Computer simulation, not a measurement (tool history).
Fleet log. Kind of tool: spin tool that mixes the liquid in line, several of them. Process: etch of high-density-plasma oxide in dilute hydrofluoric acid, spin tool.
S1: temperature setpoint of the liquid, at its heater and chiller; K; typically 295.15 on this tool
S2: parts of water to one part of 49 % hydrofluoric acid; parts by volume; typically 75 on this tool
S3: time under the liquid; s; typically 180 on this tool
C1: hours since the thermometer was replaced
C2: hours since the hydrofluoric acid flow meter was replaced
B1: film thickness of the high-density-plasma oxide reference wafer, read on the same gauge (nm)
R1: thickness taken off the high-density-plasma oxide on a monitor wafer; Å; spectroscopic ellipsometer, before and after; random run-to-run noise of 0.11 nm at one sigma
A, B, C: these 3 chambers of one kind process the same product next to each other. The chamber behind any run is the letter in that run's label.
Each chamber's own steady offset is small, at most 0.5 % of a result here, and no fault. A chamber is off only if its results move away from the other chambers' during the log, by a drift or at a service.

Run 1A, day 0.204: usual settings; C1 368.1; C2 1265.4; B1 110.02. Result: R1 196.25 Å.
Run 2B, day 0.296: usual settings; C1 892.4; C2 772.1; B1 110.00. Result: R1 193.02 Å.
Run 3C, day 0.438: usual settings; C1 2060.7; C2 974.4; B1 109.97. Result: R1 196.30 Å.
Run 4B, day 0.633: usual settings; C1 900.5; C2 780.2; B1 110.02. Result: R1 193.92 Å.
Run 5A, day 0.842: usual settings; C1 383.4; C2 1280.7; B1 109.99. Result: R1 195.03 Å.
Run 6C, day 0.979: usual settings; C1 2073.7; C2 987.4; B1 110.00. Result: R1 193.17 Å.
Run 7A, day 1.100: usual settings; C1 389.6; C2 1286.9; B1 110.03. Result: R1 194.43 Å.
Run 8B, day 1.217: usual settings; C1 914.5; C2 794.2; B1 110.00. Result: R1 194.86 Å.
Run 9C, day 1.383: usual settings; C1 2083.4; C2 997.1; B1 110.00. Result: R1 191.01 Å.
Run 10B, day 1.538: usual settings; C1 922.2; C2 801.9; B1 109.98. Result: R1 191.82 Å.
Run 11C, day 1.725: usual settings; C1 2091.6; C2 1005.3; B1 110.04. Result: R1 190.37 Å.
Run 12A, day 1.921: usual settings; C1 409.3; C2 1306.6; B1 110.00. Result: R1 195.95 Å.
Run 13A, day 2.079: usual settings; C1 413.1; C2 1310.4; B1 109.99. Result: R1 194.50 Å.
Run 14B, day 2.221: usual settings; C1 938.6; C2 818.3; B1 110.00. Result: R1 194.55 Å.
Run 15C, day 2.417: usual settings but S3 125 s; C1 2108.2; C2 1021.9; B1 110.01. Result: R1 129.09 Å.
At day 2.446: chamber A: hydrofluoric acid flow meter replaced.
Run 16C, day 2.604: usual settings but S3 125 s; C1 2112.7; C2 1026.4; B1 109.99. Result: R1 129.85 Å.
Run 17A, day 2.721: usual settings but S3 125 s; C1 428.5; C2 6.6; B1 110.00. Result: R1 134.65 Å.
Run 18B, day 2.829: usual settings; C1 953.2; C2 832.9; B1 110.00. Result: R1 194.35 Å.
Run 19B, day 3.021: usual settings; C1 957.8; C2 837.5; B1 110.01. Result: R1 195.58 Å.
Run 20A, day 3.179: usual settings but S3 100 s; C1 439.5; C2 17.6; B1 109.99. Result: R1 108.42 Å.
Run 21C, day 3.279: usual settings but S3 100 s; C1 2128.9; C2 1042.6; B1 110.04. Result: R1 101.32 Å.

Each of the 3 chambers runs these same settings next. Fill in every chamber's results:
Run 22A, day 3.429: usual settings. Result: R1 ?.
Run 22B, day 3.429: usual settings. Result: R1 ?.
Run 22C, day 3.429: usual settings. Result: R1 ?.

run      R1
22A  195.96
22B  196.10
22C  183.07

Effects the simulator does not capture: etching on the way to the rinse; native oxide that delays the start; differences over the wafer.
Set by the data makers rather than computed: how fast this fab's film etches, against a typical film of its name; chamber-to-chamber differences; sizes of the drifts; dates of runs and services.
